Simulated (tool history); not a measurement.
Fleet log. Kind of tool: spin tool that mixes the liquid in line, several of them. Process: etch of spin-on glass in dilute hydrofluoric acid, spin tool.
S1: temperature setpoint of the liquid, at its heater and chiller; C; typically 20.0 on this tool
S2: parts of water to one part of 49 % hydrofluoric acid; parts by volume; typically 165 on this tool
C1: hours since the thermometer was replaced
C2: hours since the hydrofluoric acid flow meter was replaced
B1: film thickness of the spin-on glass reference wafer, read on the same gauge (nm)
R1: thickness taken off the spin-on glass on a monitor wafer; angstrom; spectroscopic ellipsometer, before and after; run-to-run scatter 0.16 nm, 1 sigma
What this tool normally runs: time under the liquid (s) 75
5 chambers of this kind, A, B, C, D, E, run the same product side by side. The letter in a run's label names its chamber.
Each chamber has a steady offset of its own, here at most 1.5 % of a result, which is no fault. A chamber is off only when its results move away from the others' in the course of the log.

run 1E hour=3.6 | S1=20.0 S2=165 time_under_the_liquid_(s)=75 | C1=1101.3 C2=25.5 | B1=39.991 | R1=181.22
run 2B hour=6.2 | S1=20.0 S2=165 time_under_the_liquid_(s)=75 | C1=1355.1 C2=793.9 | B1=39.993 | R1=178.84
run 3D hour=8.8 | S1=20.0 S2=165 time_under_the_liquid_(s)=75 | C1=219.5 C2=1747.9 | B1=40.001 | R1=178.28
run 4C hour=12.0 | S1=20.0 S2=165 time_under_the_liquid_(s)=75 | C1=108.7 C2=783.9 | B1=39.981 | R1=179.02
run 5A hour=15.9 | S1=20.0 S2=165 time_under_the_liquid_(s)=75 | C1=735.2 C2=342.5 | B1=40.034 | R1=177.37
run 6B hour=18.3 | S1=20.0 S2=165 time_under_the_liquid_(s)=75 | C1=1367.2 C2=806.0 | B1=39.977 | R1=178.52
run 7A hour=20.4 | S1=20.0 S2=165 time_under_the_liquid_(s)=75 | C1=739.7 C2=347.0 | B1=39.996 | R1=181.38
run 8C hour=23.7 | S1=20.0 S2=165 time_under_the_liquid_(s)=75 | C1=120.4 C2=795.6 | B1=39.970 | R1=182.62
run 9E hour=26.1 | S1=20.0 S2=165 time_under_the_liquid_(s)=75 | C1=1123.8 C2=48.0 | B1=40.015 | R1=180.58
run 10D hour=28.7 | S1=17.5 S2=165 time_under_the_liquid_(s)=115 | C1=239.4 C2=1767.8 | B1=40.018 | R1=244.12
run 11D hour=32.2 | S1=17.5 S2=165 time_under_the_liquid_(s)=115 | C1=242.9 C2=1771.3 | B1=40.015 | R1=242.97
run 12E hour=35.5 | S1=17.5 S2=165 time_under_the_liquid_(s)=115 | C1=1133.2 C2=57.4 | B1=39.987 | R1=249.16
run 13B hour=39.5 | S1=17.5 S2=165 time_under_the_liquid_(s)=115 | C1=1388.4 C2=827.2 | B1=39.986 | R1=242.06
run 14C hour=43.5 | S1=17.5 S2=165 time_under_the_liquid_(s)=115 | C1=140.2 C2=815.4 | B1=40.006 | R1=249.72
run 15A hour=46.2 | S1=20.0 S2=165 time_under_the_liquid_(s)=75 | C1=765.5 C2=372.8 | B1=39.990 | R1=177.45
run 16D hour=48.9 | S1=17.0 S2=165 time_under_the_liquid_(s)=105 | C1=259.6 C2=1788.0 | B1=39.998 | R1=219.76
run 17C hour=52.1 | S1=17.0 S2=165 time_under_the_liquid_(s)=105 | C1=148.8 C2=824.0 | B1=40.040 | R1=226.64
run 18B hour=54.5 | S1=17.0 S2=165 time_under_the_liquid_(s)=105 | C1=1403.4 C2=842.2 | B1=39.997 | R1=214.33
run 19E hour=56.9 | S1=17.0 S2=165 time_under_the_liquid_(s)=105 | C1=1154.6 C2=78.8 | B1=40.010 | R1=224.97
run 20A hour=59.3 | S1=17.0 S2=165 time_under_the_liquid_(s)=105 | C1=778.6 C2=385.9 | B1=40.004 | R1=221.50
run 21E hour=61.9 | S1=20.0 S2=165 time_under_the_liquid_(s)=75 | C1=1159.6 C2=83.8 | B1=40.024 | R1=180.20
run 22A hour=64.3 | S1=20.0 S2=165 time_under_the_liquid_(s)=75 | C1=783.6 C2=390.9 | B1=40.009 | R1=179.13
run 23D hour=68.4 | S1=17.0 S2=220 time_under_the_liquid_(s)=75 | C1=279.1 C2=1807.5 | B1=40.039 | R1=111.78
run 24C hour=72.2 | S1=17.0 S2=220 time_under_the_liquid_(s)=75 | C1=168.9 C2=844.1 | B1=40.022 | R1=114.14
run 25B hour=74.7 | S1=17.0 S2=220 time_under_the_liquid_(s)=75 | C1=1423.6 C2=862.4 | B1=39.981 | R1=107.00
run 26D hour=78.0 | S1=17.0 S2=220 time_under_the_liquid_(s)=75 | C1=288.7 C2=1817.1 | B1=40.020 | R1=112.41
run 27C hour=81.1 | S1=17.0 S2=220 time_under_the_liquid_(s)=75 | C1=177.8 C2=853.0 | B1=39.992 | R1=113.25
run 28B hour=85.2 | S1=20.0 S2=165 time_under_the_liquid_(s)=75 | C1=1434.1 C2=872.9 | B1=39.987 | R1=165.78
run 29E hour=89.5 | S1=20.0 S2=165 time_under_the_liquid_(s)=75 | C1=1187.2 C2=111.4 | B1=40.001 | R1=179.52
run 30A hour=93.5 | S1=20.0 S2=165 time_under_the_liquid_(s)=75 | C1=812.8 C2=420.1 | B1=39.990 | R1=180.20
run 31C hour=95.5 | S1=20.0 S2=165 time_under_the_liquid_(s)=75 | C1=192.2 C2=867.4 | B1=40.033 | R1=177.00
run 32A hour=98.6 | S1=17.0 S2=165 time_under_the_liquid_(s)=55 | C1=817.9 C2=425.2 | B1=40.034 | R1=117.38
run 33E hour=102.0 | S1=17.0 S2=165 time_under_the_liquid_(s)=55 | C1=1199.7 C2=123.9 | B1=40.002 | R1=119.10
run 34B hour=104.1 | S1=17.0 S2=165 time_under_the_liquid_(s)=55 | C1=1453.0 C2=891.8 | B1=39.990 | R1=106.31
run 35D hour=106.4 | S1=17.0 S2=165 time_under_the_liquid_(s)=55 | C1=317.1 C2=1845.5 | B1=39.985 | R1=115.59
run 36B hour=108.2 | S1=17.0 S2=165 time_under_the_liquid_(s)=55 | C1=1457.1 C2=895.9 | B1=40.031 | R1=104.31
run 37E hour=110.4 | S1=20.0 S2=165 time_under_the_liquid_(s)=75 | C1=1208.1 C2=132.3 | B1=40.029 | R1=179.81
run 38C hour=114.6 | S1=20.0 S2=165 time_under_the_liquid_(s)=75 | C1=211.3 C2=886.5 | B1=39.957 | R1=178.63
run 39D hour=117.4 | S1=20.0 S2=165 time_under_the_liquid_(s)=75 | C1=328.1 C2=1856.5 | B1=39.997 | R1=175.93

Read the log: is a single chamber off, either drifting away or since a service, is the gauge that measures every chamber drifting, or is nothing wrong beyond small per-chamber offsets? Name any odd chamber and what most likely caused it.

Chamber B drifts away from the others.
Most likely cause: hydrofluoric acid flow below the setpoint (%) = 9.87.
With only this log, it may be confused with: liquid colder than its thermometer reads (K).

Which of the 4 candidates below, each the usual settings with something changed and its results left as question marks, puts chamber B back in line with what the other chambers give on the usual settings?
Maximum distance from the other chambers' mean on the usual settings for a result to count as in line: R1 5.40 angstrom
run 40B-1 hour=120.5 | S1=19.5 S2=165 time_under_the_liquid_(s)=60 | R1=?
run 40B-2 hour=120.5 | S1=20.5 S2=150 time_under_the_liquid_(s)=75 | R1=?
run 40B-3 hour=120.5 | S1=20.0 S2=165 time_under_the_liquid_(s)=95 | R1=?
run 40B-4 hour=120.5 | S1=17.0 S2=165 time_under_the_liquid_(s)=75 | R1=?

The other chambers' mean on the usual settings: R1 178.95 angstrom
run=40B-1 R1=124.38
run=40B-2 R1=180.94
run=40B-3 R1=200.82
run=40B-4 R1=140.84
The answer is 40B-2, which returns the chamber to within the allowed miss of the others.
